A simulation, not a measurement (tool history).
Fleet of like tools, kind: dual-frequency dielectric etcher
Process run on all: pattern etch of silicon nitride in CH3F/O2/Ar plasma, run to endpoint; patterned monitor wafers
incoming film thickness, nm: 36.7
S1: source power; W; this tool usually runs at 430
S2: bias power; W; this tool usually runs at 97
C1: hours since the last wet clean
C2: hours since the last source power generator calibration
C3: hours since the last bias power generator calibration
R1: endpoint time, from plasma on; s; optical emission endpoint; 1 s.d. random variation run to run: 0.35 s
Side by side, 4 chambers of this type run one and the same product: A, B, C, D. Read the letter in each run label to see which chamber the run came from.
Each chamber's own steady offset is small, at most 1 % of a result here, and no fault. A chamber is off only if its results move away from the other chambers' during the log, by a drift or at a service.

run   hour   S1   S2     C1      C2      C3      R1
 1A   13.0  430   97  490.1   462.9  2646.6  46.200
 2D   20.6  430   97   38.1  2251.4  1680.0  46.169
      29.7  -- chamber B: source power generator calibrated
 3C   33.0  430   97  438.4   124.2  1283.5  45.915
      33.7  -- chamber A: wet clean of the chamber
 4B   47.6  430   97  456.3    18.0  3842.3  46.380
 5C   61.7  430   97  467.1   152.9  1312.2  45.834
 6D   71.0  430   97   88.5  2301.8  1730.4  46.917
 7A   79.8  430   97   46.2   529.7  2713.4  46.114
 8B   91.6  530   97  500.3    62.0  3886.3  43.378
 9D  102.7  530   97  120.2  2333.5  1762.1  42.545
10C  113.7  530   97  519.1   204.9  1364.2  42.903
11A  124.6  530   97   91.0   574.5  2758.2  43.375
12B  132.8  430   97  541.5   103.2  3927.5  47.185
13A  141.9  430   97  108.3   591.8  2775.5  45.857
14D  155.7  430   86  173.2  2386.5  1815.1  48.423
     168.3  -- chamber C: wet clean of the chamber
     168.7  -- chamber B: wet clean of the chamber
15B  170.9  430   86    2.3   141.3  3965.6  48.786
16C  178.7  430   86   10.5   269.9  1429.2  48.438
17B  189.3  430   86   20.7   159.7  3984.0  48.338
18A  203.3  430   97  169.7   653.2  2836.9  46.282
19C  217.6  430   97   49.4   308.8  1468.1  45.518
20D  225.0  430   97  242.5  2455.8  1884.4  46.295
21C  232.7  430  118   64.5   323.9  1483.2  42.647
22A  240.0  430  118  206.4   689.9  2873.6  43.216
23D  253.5  430  118  271.0  2484.3  1912.9  43.090
24B  264.1  430  118   95.5   234.5  4058.8  44.146
25C  277.5  430   97  109.3   368.7  1528.0  46.104
26B  289.8  430   97  121.2   260.2  4084.5  46.508
27A  302.8  430   97  269.2   752.7  2936.4  46.332
28D  311.6  470   97  329.1  2542.4  1971.0  44.238

Does one chamber stand apart from the rest, does the shared gauge drift, or is all well apart from small per-chamber offsets? Give the chamber and the most likely cause, where there is one.

All chambers stay in line apart from their small fixed offsets, and the gauge does not drift.
